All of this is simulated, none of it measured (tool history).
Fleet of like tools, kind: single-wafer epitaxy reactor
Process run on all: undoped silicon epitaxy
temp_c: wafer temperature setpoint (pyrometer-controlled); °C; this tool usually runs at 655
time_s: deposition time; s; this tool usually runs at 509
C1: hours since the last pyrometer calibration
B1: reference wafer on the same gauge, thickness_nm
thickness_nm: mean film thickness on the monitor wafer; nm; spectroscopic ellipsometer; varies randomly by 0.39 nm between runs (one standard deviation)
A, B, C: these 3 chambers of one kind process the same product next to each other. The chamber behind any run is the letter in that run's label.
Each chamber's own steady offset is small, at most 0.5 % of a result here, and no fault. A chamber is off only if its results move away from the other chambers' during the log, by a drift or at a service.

{"run": "1B", "hour": 4.2, "temp_c": 655, "time_s": 509, "C1": 951.9, "B1": 88.988, "thickness_nm": 95.089}
{"run": "2A", "hour": 7.5, "temp_c": 655, "time_s": 509, "C1": 858.9, "B1": 89.043, "thickness_nm": 95.425}
{"run": "3C", "hour": 14.6, "temp_c": 655, "time_s": 509, "C1": 480.5, "B1": 89.045, "thickness_nm": 95.144}
{"run": "4C", "hour": 21.7, "temp_c": 655, "time_s": 509, "C1": 487.6, "B1": 89.168, "thickness_nm": 95.826}
{"run": "5A", "hour": 25.3, "temp_c": 655, "time_s": 509, "C1": 876.7, "B1": 89.091, "thickness_nm": 95.194}
{"run": "6B", "hour": 29.1, "temp_c": 655, "time_s": 509, "C1": 976.8, "B1": 89.111, "thickness_nm": 95.173}
{"run": "7C", "hour": 33.7, "temp_c": 655, "time_s": 509, "C1": 499.6, "B1": 89.043, "thickness_nm": 95.666}
{"run": "8B", "hour": 37.9, "temp_c": 655, "time_s": 509, "C1": 985.6, "B1": 89.103, "thickness_nm": 95.35}
{"run": "9A", "hour": 44.6, "temp_c": 655, "time_s": 509, "C1": 896.0, "B1": 89.055, "thickness_nm": 95.731}
{"run": "10B", "hour": 50.0, "temp_c": 655, "time_s": 509, "C1": 997.7, "B1": 89.212, "thickness_nm": 95.793}
{"run": "11C", "hour": 56.9, "temp_c": 655, "time_s": 509, "C1": 522.8, "B1": 89.158, "thickness_nm": 96.597}
{"run": "12A", "hour": 63.6, "temp_c": 655, "time_s": 509, "C1": 915.0, "B1": 89.05, "thickness_nm": 96.168}
{"run": "13B", "hour": 70.5, "temp_c": 655, "time_s": 509, "C1": 1018.2, "B1": 89.074, "thickness_nm": 95.632}
{"run": "14C", "hour": 77.3, "temp_c": 655, "time_s": 509, "C1": 543.2, "B1": 89.058, "thickness_nm": 97.189}
{"run": "15A", "hour": 80.6, "temp_c": 655, "time_s": 567, "C1": 932.0, "B1": 89.022, "thickness_nm": 106.45}
{"run": "16B", "hour": 86.4, "temp_c": 655, "time_s": 567, "C1": 1034.1, "B1": 89.0, "thickness_nm": 106.0}
{"run": "17C", "hour": 89.6, "temp_c": 655, "time_s": 567, "C1": 555.5, "B1": 89.048, "thickness_nm": 109.78}
{"run": "18A", "hour": 95.9, "temp_c": 655, "time_s": 509, "C1": 947.3, "B1": 89.07, "thickness_nm": 95.653}
{"run": "19B", "hour": 100.4, "temp_c": 643, "time_s": 544, "C1": 1048.1, "B1": 89.048, "thickness_nm": 77.879}
{"run": "20C", "hour": 105.5, "temp_c": 643, "time_s": 544, "C1": 571.4, "B1": 89.106, "thickness_nm": 81.919}
{"run": "21A", "hour": 109.3, "temp_c": 643, "time_s": 544, "C1": 960.7, "B1": 89.092, "thickness_nm": 78.52}
{"run": "22A", "hour": 115.5, "temp_c": 646, "time_s": 461, "C1": 966.9, "B1": 89.13, "thickness_nm": 71.154}
{"run": "23B", "hour": 119.4, "temp_c": 646, "time_s": 461, "C1": 1067.1, "B1": 89.08, "thickness_nm": 70.532}
{"run": "24C", "hour": 126.5, "temp_c": 646, "time_s": 461, "C1": 592.4, "B1": 89.136, "thickness_nm": 75.216}
{"run": "25B", "hour": 129.8, "temp_c": 655, "time_s": 509, "C1": 1077.5, "B1": 89.084, "thickness_nm": 95.727}
{"run": "26C", "hour": 134.1, "temp_c": 655, "time_s": 509, "C1": 600.0, "B1": 89.081, "thickness_nm": 100.77}

All 3 chambers run these settings next. Forecast each chamber's results:
{"run": "27A", "hour": 139.2, "temp_c": 655, "time_s": 421, "thickness_nm": "?"}
{"run": "27B", "hour": 139.2, "temp_c": 655, "time_s": 421, "thickness_nm": "?"}
{"run": "27C", "hour": 139.2, "temp_c": 655, "time_s": 421, "thickness_nm": "?"}

run=27A thickness_nm=78.587
run=27B thickness_nm=78.621
run=27C thickness_nm=83.170

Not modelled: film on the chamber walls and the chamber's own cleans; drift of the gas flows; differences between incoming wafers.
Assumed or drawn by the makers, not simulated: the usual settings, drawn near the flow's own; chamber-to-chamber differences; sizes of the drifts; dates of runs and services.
